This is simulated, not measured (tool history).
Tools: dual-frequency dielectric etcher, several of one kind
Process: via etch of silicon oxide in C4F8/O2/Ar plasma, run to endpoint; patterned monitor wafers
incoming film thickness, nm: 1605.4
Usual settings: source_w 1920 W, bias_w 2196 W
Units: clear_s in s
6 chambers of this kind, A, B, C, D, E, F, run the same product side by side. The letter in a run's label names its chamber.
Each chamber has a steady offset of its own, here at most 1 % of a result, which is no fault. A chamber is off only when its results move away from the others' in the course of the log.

-- day=0.171 chamber C: wet clean of the chamber
run 1C day=0.196 | source_w=1920 bias_w=2196 | clear_s=311.61
run 2E day=0.425 | source_w=1920 bias_w=2196 | clear_s=311.41
run 3A day=0.638 | source_w=1920 bias_w=2196 | clear_s=314.66
run 4D day=0.812 | source_w=1920 bias_w=2196 | clear_s=313.03
run 5B day=1.038 | source_w=1920 bias_w=2196 | clear_s=311.71
run 6F day=1.296 | source_w=1630 bias_w=1722 | clear_s=355.15
run 7B day=1.521 | source_w=1630 bias_w=1722 | clear_s=355.58
run 8F day=1.771 | source_w=1630 bias_w=1722 | clear_s=352.93
run 9A day=2.067 | source_w=1630 bias_w=1722 | clear_s=363.50
run 10D day=2.329 | source_w=1630 bias_w=1722 | clear_s=358.18
run 11C day=2.471 | source_w=1630 bias_w=1722 | clear_s=355.99
run 12E day=2.683 | source_w=1920 bias_w=2196 | clear_s=309.81
run 13A day=2.867 | source_w=1920 bias_w=2196 | clear_s=317.20
run 14B day=3.104 | source_w=1920 bias_w=2196 | clear_s=311.51
run 15F day=3.238 | source_w=1920 bias_w=2196 | clear_s=310.28
run 16E day=3.379 | source_w=1920 bias_w=2196 | clear_s=307.51
-- day=3.400 chamber A: wet clean of the chamber
run 17C day=3.588 | source_w=1920 bias_w=2196 | clear_s=312.75
run 18D day=3.721 | source_w=1920 bias_w=2196 | clear_s=314.25
run 19A day=3.946 | source_w=1920 bias_w=2196 | clear_s=313.96
run 20D day=4.192 | source_w=1920 bias_w=2196 | clear_s=314.62
run 21E day=4.396 | source_w=1920 bias_w=2196 | clear_s=312.28
run 22F day=4.679 | source_w=1920 bias_w=2196 | clear_s=309.76
run 23B day=4.821 | source_w=1920 bias_w=2196 | clear_s=312.64
-- day=5.008 chamber B: wet clean of the chamber
run 24C day=5.092 | source_w=1920 bias_w=2196 | clear_s=313.19
run 25B day=5.221 | source_w=1920 bias_w=2196 | clear_s=296.11
run 26C day=5.392 | source_w=1920 bias_w=2196 | clear_s=310.92
run 27F day=5.629 | source_w=1920 bias_w=2196 | clear_s=309.63
run 28D day=5.812 | source_w=1920 bias_w=1876 | clear_s=326.47
run 29E day=6.017 | source_w=1920 bias_w=1876 | clear_s=325.07
run 30A day=6.154 | source_w=1920 bias_w=1876 | clear_s=330.56
run 31A day=6.383 | source_w=1920 bias_w=1876 | clear_s=328.36
run 32F day=6.575 | source_w=1920 bias_w=1876 | clear_s=322.73
run 33E day=6.867 | source_w=1920 bias_w=1876 | clear_s=322.59
run 34D day=7.108 | source_w=2250 bias_w=2196 | clear_s=295.20
run 35C day=7.375 | source_w=2250 bias_w=2196 | clear_s=292.58
run 36B day=7.508 | source_w=2250 bias_w=2196 | clear_s=280.89
run 37A day=7.696 | source_w=2250 bias_w=2196 | clear_s=296.81
run 38E day=7.871 | source_w=2250 bias_w=2196 | clear_s=291.72

What goes on in this fleet: one chamber off, a drifting gauge, or nothing beyond the chambers' own small offsets? Name the chamber and the cause, if any.

A service left chamber B off against the others.
Cause: etch rate over this chamber's usual, % = 4.14.

Here are 4 candidates for chamber B's next run, each the usual settings with a change, their results left as question marks. Which one brings its results back in line with what the others give on the usual settings?
In line means no further than this from the other chambers' mean on the usual settings: clear_s 4.80 s
run 39B-1 day=8.083 | source_w=1970 bias_w=2241 | clear_s=?
run 39B-2 day=8.083 | source_w=1710 bias_w=2196 | clear_s=?
run 39B-3 day=8.083 | source_w=1920 bias_w=2535 | clear_s=?
run 39B-4 day=8.083 | source_w=1920 bias_w=2064 | clear_s=?

The other chambers' mean on the usual settings: clear_s 312.62 s
run=39B-1 clear_s=294.07
run=39B-2 clear_s=313.20
run=39B-3 clear_s=286.44
run=39B-4 clear_s=304.33
39B-2 brings the chamber back in line.
